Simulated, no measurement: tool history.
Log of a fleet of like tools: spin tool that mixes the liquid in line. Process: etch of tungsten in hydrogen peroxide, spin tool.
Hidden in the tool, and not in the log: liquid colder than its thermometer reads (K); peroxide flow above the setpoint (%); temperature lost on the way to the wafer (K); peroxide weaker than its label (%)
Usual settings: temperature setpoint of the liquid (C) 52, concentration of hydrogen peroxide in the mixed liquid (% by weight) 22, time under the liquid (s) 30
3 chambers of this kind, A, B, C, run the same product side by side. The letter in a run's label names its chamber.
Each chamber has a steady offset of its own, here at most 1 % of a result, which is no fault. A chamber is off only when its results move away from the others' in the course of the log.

run,hour,temperature setpoint of the liquid (C),concentration of hydrogen peroxide in the mixed liquid (% by weight),time under the liquid (s),hours since the thermometer was replaced,hours since the peroxide flow meter was replaced,hours since the heated supply line was repaired,hours since the drum of peroxide was connected,"read-back film thickness of the tungsten reference wafer, read on the same gauge (nm)",thickness taken off the tungsten on a monitor wafer (Å)
1C,13.0,52,22,30,658.8,124.9,341.7,675.7,139.97,701.71
2A,28.8,52,22,30,1588.0,1912.0,1619.3,139.0,139.98,705.49
3B,37.6,52,22,30,393.7,1495.3,723.9,728.0,139.99,689.02
4B,48.3,52,22,30,404.4,1506.0,734.6,738.7,139.98,697.62
5A,57.8,52,22,30,1617.0,1941.0,1648.3,168.0,140.01,692.97
# hour 73.1: chamber A: heated supply line repaired
6C,73.6,52,22,30,719.4,185.5,402.3,736.3,139.98,698.92
7C,89.3,52,22,30,735.1,201.2,418.0,752.0,140.03,694.23
8B,101.7,52,22,30,457.8,1559.4,788.0,792.1,140.03,697.01
9A,109.3,52,22,30,1668.5,1992.5,36.2,219.5,139.99,688.91
# hour 110.7: chamber A: thermometer replaced
10B,122.4,44,27,30,478.5,1580.1,808.7,812.8,139.98,467.87
11A,138.2,44,27,30,27.5,2021.4,65.1,248.4,140.01,465.45
12C,154.6,44,27,30,800.4,266.5,483.3,817.3,140.03,479.83
13A,170.3,52,22,30,59.6,2053.5,97.2,280.5,139.98,703.74
14C,180.1,52,22,30,825.9,292.0,508.8,842.8,139.98,708.27
15B,196.0,52,22,30,552.1,1653.7,882.3,886.4,139.96,688.39
16B,209.0,52,22,30,565.1,1666.7,895.3,899.4,140.04,673.01
17A,216.9,52,22,30,106.2,2100.1,143.8,327.1,140.00,686.66
18C,233.1,52,22,30,878.9,345.0,561.8,895.8,140.01,689.49
19C,246.6,52,22,15,892.4,358.5,575.3,909.3,140.00,352.71
20A,258.1,52,22,15,147.4,2141.3,185.0,368.3,140.01,350.98
21B,267.7,52,22,15,623.8,1725.4,954.0,958.1,140.03,334.57
22A,279.6,52,22,30,168.9,2162.8,206.5,389.8,140.02,708.95
23B,287.4,52,22,30,643.5,1745.1,973.7,977.8,140.00,660.11
# hour 291.7: chamber A: peroxide flow meter replaced
24C,303.5,52,22,30,949.3,415.4,632.2,966.2,140.03,706.22
25B,319.1,52,22,30,675.2,1776.8,1005.4,1009.5,140.00,654.17
26C,331.8,52,22,30,977.6,443.7,660.5,994.5,139.99,715.00
27A,346.3,58,22,40,235.6,54.7,273.2,456.5,139.95,1320.10
28C,358.4,58,22,40,1004.2,470.3,687.1,1021.1,139.98,1328.40
# hour 360.9: chamber C: new drum of peroxide connected
29B,371.1,58,22,40,727.2,1828.8,1057.4,1061.5,140.02,1228.70
30A,382.5,52,22,30,271.8,90.9,309.4,492.7,140.00,705.26
31C,393.3,52,22,30,1039.1,505.2,722.0,32.4,140.01,709.06

Next, every chamber runs the same settings. What will each give?
32A,405.0,52,19,30,,,,,,?
32B,405.0,52,19,30,,,,,,?
32C,405.0,52,19,30,,,,,,?

run,thickness taken off the tungsten on a monitor wafer (Å)
32A,648.06
32B,591.91
32C,658.61

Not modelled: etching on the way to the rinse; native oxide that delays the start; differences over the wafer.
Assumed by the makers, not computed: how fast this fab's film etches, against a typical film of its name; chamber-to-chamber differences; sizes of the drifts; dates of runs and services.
